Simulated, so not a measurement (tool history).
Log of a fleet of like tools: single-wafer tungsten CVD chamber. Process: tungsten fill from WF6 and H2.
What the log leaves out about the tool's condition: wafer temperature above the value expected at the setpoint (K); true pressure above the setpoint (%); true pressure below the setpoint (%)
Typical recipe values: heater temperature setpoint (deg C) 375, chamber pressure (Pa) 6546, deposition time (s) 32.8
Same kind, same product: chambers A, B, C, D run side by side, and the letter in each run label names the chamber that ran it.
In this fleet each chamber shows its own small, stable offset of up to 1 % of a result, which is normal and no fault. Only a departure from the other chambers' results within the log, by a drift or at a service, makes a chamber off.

| run | day | heater temperature setpoint (deg C) | chamber pressure (Pa) | deposition time (s) | hours since the last thermocouple change | hours since the last manometer calibration | read-back reference wafer on the same gauge, thickness_nm | mean film thickness on the monitor wafer (Å) |
|---|---|---|---|---|---|---|---|---|
| 1C | 0.121 | 375 | 6546 | 32.8 | 760.9 | 2311.0 | 60.173 | 740.03 |
| 2D | 0.271 | 375 | 6546 | 32.8 | 2248.8 | 303.1 | 60.176 | 734.80 |
| 3A | 0.429 | 375 | 6546 | 32.8 | 121.7 | 884.5 | 60.261 | 738.76 |
| 4B | 0.567 | 375 | 6546 | 32.8 | 1459.9 | 975.3 | 60.206 | 734.56 |
| 5C | 0.733 | 387 | 7146 | 32.8 | 775.6 | 2325.7 | 60.214 | 983.61 |
| 6D | 0.879 | 387 | 7146 | 32.8 | 2263.4 | 317.7 | 60.197 | 980.06 |
| 7A | 1.025 | 387 | 7146 | 32.8 | 136.0 | 898.8 | 60.224 | 985.56 |
|  | 1.092 | chamber D: thermocouple changed; heater temperature recalibrated |
| 8B | 1.158 | 387 | 7146 | 32.8 | 1474.1 | 989.5 | 60.202 | 980.26 |
| 9A | 1.288 | 375 | 6546 | 32.8 | 142.3 | 905.1 | 60.205 | 742.56 |
| 10C | 1.412 | 375 | 6546 | 32.8 | 791.9 | 2342.0 | 60.194 | 739.83 |
| 11D | 1.583 | 375 | 6546 | 32.8 | 11.9 | 334.6 | 60.214 | 734.94 |
| 12B | 1.692 | 375 | 6546 | 32.8 | 1486.9 | 1002.3 | 60.237 | 734.70 |
| 13B | 1.796 | 375 | 6546 | 32.8 | 1489.4 | 1004.8 | 60.203 | 731.23 |
| 14D | 1.946 | 375 | 6546 | 32.8 | 20.6 | 343.3 | 60.223 | 737.36 |
| 15A | 2.100 | 375 | 6546 | 32.8 | 161.8 | 924.6 | 60.190 | 738.72 |
| 16C | 2.233 | 375 | 6546 | 32.8 | 811.6 | 2361.7 | 60.220 | 744.11 |
| 17D | 2.358 | 375 | 6546 | 32.8 | 30.5 | 353.2 | 60.212 | 738.14 |
| 18B | 2.533 | 375 | 6546 | 32.8 | 1507.1 | 1022.5 | 60.211 | 734.71 |
| 19A | 2.704 | 375 | 6546 | 32.8 | 176.3 | 939.1 | 60.195 | 739.72 |
| 20C | 2.821 | 375 | 7639 | 32.8 | 825.7 | 2375.8 | 60.238 | 795.65 |
| 21D | 2.988 | 375 | 7639 | 32.8 | 45.6 | 368.3 | 60.188 | 784.85 |
| 22C | 3.142 | 375 | 7639 | 32.8 | 833.4 | 2383.5 | 60.208 | 796.65 |
| 23B | 3.254 | 375 | 7639 | 32.8 | 1524.4 | 1039.8 | 60.178 | 789.83 |
| 24A | 3.333 | 375 | 6546 | 32.8 | 191.4 | 954.2 | 60.172 | 740.90 |
| 25B | 3.429 | 375 | 6546 | 37.5 | 1528.6 | 1044.0 | 60.211 | 837.03 |
| 26D | 3.512 | 375 | 6546 | 37.5 | 58.2 | 380.9 | 60.256 | 831.62 |
| 27A | 3.658 | 375 | 6546 | 37.5 | 199.2 | 962.0 | 60.212 | 849.89 |
| 28C | 3.829 | 375 | 6546 | 37.5 | 849.9 | 2400.0 | 60.197 | 851.11 |
| 29D | 3.921 | 366 | 5733 | 32.8 | 68.0 | 390.7 | 60.228 | 565.30 |
| 30A | 4.054 | 366 | 5733 | 32.8 | 208.7 | 971.5 | 60.183 | 577.15 |
| 31B | 4.225 | 366 | 5733 | 32.8 | 1547.7 | 1063.1 | 60.194 | 570.24 |
| 32C | 4.379 | 366 | 5733 | 32.8 | 863.1 | 2413.2 | 60.212 | 580.58 |
| 33B | 4.500 | 375 | 6546 | 32.8 | 1554.3 | 1069.7 | 60.213 | 731.53 |
| 34D | 4.600 | 375 | 6546 | 32.8 | 84.3 | 407.0 | 60.202 | 727.31 |
| 35A | 4.696 | 375 | 6546 | 32.8 | 224.1 | 986.9 | 60.147 | 740.15 |
| 36C | 4.842 | 375 | 6546 | 32.8 | 874.2 | 2424.3 | 60.215 | 743.26 |
| 37D | 5.012 | 375 | 6546 | 37.0 | 94.2 | 416.9 | 60.210 | 817.40 |
| 38A | 5.167 | 375 | 6546 | 37.0 | 235.4 | 998.2 | 60.159 | 835.19 |
| 39C | 5.246 | 375 | 6546 | 37.0 | 883.9 | 2434.0 | 60.203 | 838.48 |
| 40B | 5.408 | 375 | 6546 | 37.0 | 1576.1 | 1091.5 | 60.234 | 827.49 |
| 41C | 5.508 | 375 | 7786 | 32.8 | 890.2 | 2440.3 | 60.195 | 800.28 |
| 42D | 5.679 | 375 | 7786 | 32.8 | 110.2 | 432.9 | 60.195 | 771.88 |
| 43A | 5.767 | 375 | 7786 | 32.8 | 249.8 | 1012.6 | 60.207 | 801.71 |

Is one chamber off against the others, does the gauge drift, or is nothing wrong? If a chamber is off, say which, and what the likeliest cause is.

Little by little, chamber D moves away from the other chambers.
Most likely cause: true pressure below the setpoint (%) = 5.44.
The log may not separate it from: wafer temperature below the value expected at the setpoint (K).

Below are 4 candidate recipes for chamber D's next run, each the usual settings with a change, their results shown as question marks. Which of them brings D's results back in line with what the other chambers give on the usual settings?
In-line tolerance around the mean of the other chambers on the usual settings: mean film thickness on the monitor wafer (Å) 7.50
| 44D-1 | 5.900 | 375 | 6506 | 32.5 |  |  |  | ? |
| 44D-2 | 5.900 | 374 | 6546 | 32.5 |  |  |  | ? |
| 44D-3 | 5.900 | 375 | 6973 | 32.8 |  |  |  | ? |
| 44D-4 | 5.900 | 375 | 6706 | 32.8 |  |  |  | ? |

The mean the other chambers reach with the usual settings: mean film thickness on the monitor wafer (Å) 739.08
| run | mean film thickness on the monitor wafer (Å) |
|---|---|
| 44D-1 | 707.19 |
| 44D-2 | 694.40 |
| 44D-3 | 736.47 |
| 44D-4 | 723.59 |
44D-3 brings the chamber back in line.

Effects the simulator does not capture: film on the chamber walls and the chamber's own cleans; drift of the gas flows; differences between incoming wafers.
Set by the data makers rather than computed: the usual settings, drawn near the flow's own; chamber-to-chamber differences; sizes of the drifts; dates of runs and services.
